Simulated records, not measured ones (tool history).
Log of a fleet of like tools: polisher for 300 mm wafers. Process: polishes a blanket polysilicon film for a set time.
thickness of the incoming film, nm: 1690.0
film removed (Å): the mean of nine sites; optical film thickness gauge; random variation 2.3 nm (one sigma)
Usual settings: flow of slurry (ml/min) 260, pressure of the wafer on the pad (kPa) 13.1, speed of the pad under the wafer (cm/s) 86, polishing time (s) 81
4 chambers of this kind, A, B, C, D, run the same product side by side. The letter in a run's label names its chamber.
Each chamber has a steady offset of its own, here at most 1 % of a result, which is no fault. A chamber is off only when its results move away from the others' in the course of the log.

| run | day | flow of slurry (ml/min) | pressure of the wafer on the pad (kPa) | speed of the pad under the wafer (cm/s) | polishing time (s) | film removed (Å) |
|---|---|---|---|---|---|---|
| 1C | 0.229 | 260 | 13.1 | 86 | 81 | 3647.1 |
| 2A | 0.633 | 260 | 13.1 | 86 | 81 | 3688.7 |
|  | 1.05 | chamber C: worn pad replaced by a new one |
| 3B | 1.058 | 260 | 13.1 | 86 | 81 | 3771.2 |
| 4D | 1.446 | 260 | 13.1 | 86 | 81 | 3708.8 |
| 5A | 1.667 | 260 | 13.1 | 86 | 81 | 3670.3 |
| 6B | 2.104 | 260 | 13.1 | 86 | 81 | 3725.8 |
|  | 2.125 | chamber A: worn pad replaced by a new one |
|  | 2.208 | chamber C: head pressure recalibrated |
| 7D | 2.371 | 260 | 13.1 | 86 | 81 | 3704.7 |
| 8C | 2.838 | 260 | 13.1 | 86 | 81 | 3681.3 |
| 9B | 3.258 | 260 | 13.1 | 86 | 81 | 3764.4 |
| 10A | 3.721 | 260 | 17.2 | 100 | 81 | 5587.2 |
|  | 3.825 | chamber D: worn pad replaced by a new one |
| 11D | 4.117 | 260 | 17.2 | 100 | 81 | 5698.4 |
|  | 4.162 | chamber B: worn pad replaced by a new one |
| 12C | 4.462 | 260 | 17.2 | 100 | 81 | 5657.6 |
| 13D | 4.788 | 260 | 17.2 | 100 | 81 | 5650 |
| 14C | 5.129 | 260 | 13.1 | 86 | 81 | 3682.9 |
| 15A | 5.429 | 260 | 13.1 | 86 | 81 | 3678.3 |
|  | 5.442 | chamber C: worn pad replaced by a new one |
| 16B | 5.758 | 260 | 13.1 | 60 | 63 | 2007.1 |
| 17B | 6.117 | 260 | 13.1 | 60 | 63 | 2024.9 |
| 18A | 6.421 | 260 | 13.1 | 60 | 63 | 1968.3 |
| 19C | 6.85 | 260 | 13.1 | 60 | 63 | 1982.4 |
| 20D | 7.279 | 210 | 13.1 | 86 | 98 | 4353.9 |
|  | 7.554 | chamber D: worn pad replaced by a new one |
| 21D | 7.725 | 210 | 13.1 | 86 | 98 | 4361.3 |
|  | 7.962 | chamber B: slurry nozzle cleaned |
| 22C | 8.042 | 210 | 13.1 | 86 | 98 | 4332 |
|  | 8.35 | chamber A: worn pad replaced by a new one |
| 23B | 8.479 | 210 | 13.1 | 86 | 98 | 4450.4 |
| 24A | 8.712 | 260 | 13.1 | 86 | 81 | 3601.2 |
| 25A | 8.988 | 260 | 13.1 | 86 | 81 | 3591.1 |
| 26D | 9.396 | 260 | 13.1 | 86 | 81 | 3691.1 |
|  | 9.504 | chamber B: worn pad replaced by a new one |
| 27C | 9.712 | 260 | 13.1 | 86 | 81 | 3691.6 |
|  | 9.954 | chamber C: worn pad replaced by a new one |
| 28B | 10.142 | 260 | 9.7 | 108 | 81 | 3436.2 |
| 29D | 10.475 | 260 | 9.7 | 108 | 81 | 3363.4 |
| 30A | 10.933 | 260 | 9.7 | 108 | 81 | 3310.4 |
|  | 10.975 | chamber D: worn pad replaced by a new one |
| 31C | 11.292 | 260 | 9.7 | 108 | 81 | 3419.3 |
| 32B | 11.521 | 260 | 13.1 | 86 | 81 | 3751.5 |
| 33D | 11.975 | 260 | 13.1 | 114 | 81 | 4851.7 |
| 34C | 12.446 | 260 | 13.1 | 114 | 81 | 4840.7 |
| 35B | 12.696 | 260 | 13.1 | 114 | 81 | 4992.4 |
| 36A | 13.175 | 260 | 13.1 | 114 | 81 | 4674.4 |
| 37A | 13.579 | 260 | 13.1 | 86 | 81 | 3518.7 |
| 38B | 13.917 | 260 | 13.1 | 86 | 81 | 3750.2 |
| 39C | 14.246 | 260 | 13.1 | 86 | 81 | 3670.4 |

What goes on in this fleet: one chamber off, a drifting gauge, or nothing beyond the chambers' own small offsets? Name the chamber and the cause, if any.

Chamber A drifts away from the others.
Cause: slurry flow missing at the pad, % = 28.3.
The log may not tell that from: head's pressure below its setpoint, %.

Here are 4 candidates for chamber A's next run, each the usual settings with a change, their results left as question marks. Which one brings its results back in line with what the others give on the usual settings?
In line means no further than this from the other chambers' mean on the usual settings: film removed (Å) 80
| 40A-1 | 14.608 | 260 | 13.1 | 94 | 81 | ? |
| 40A-2 | 14.608 | 260 | 13.1 | 84 | 79 | ? |
| 40A-3 | 14.608 | 260 | 13.1 | 88 | 83 | ? |
| 40A-4 | 14.608 | 260 | 13.1 | 86 | 74 | ? |

The other chambers' mean on the usual settings: film removed (Å) 3704.5
| run | film removed (Å) |
|---|---|
| 40A-1 | 3851.5 |
| 40A-2 | 3361.3 |
| 40A-3 | 3697.5 |
| 40A-4 | 3222.6 |
40A-3 brings the chamber back in line.
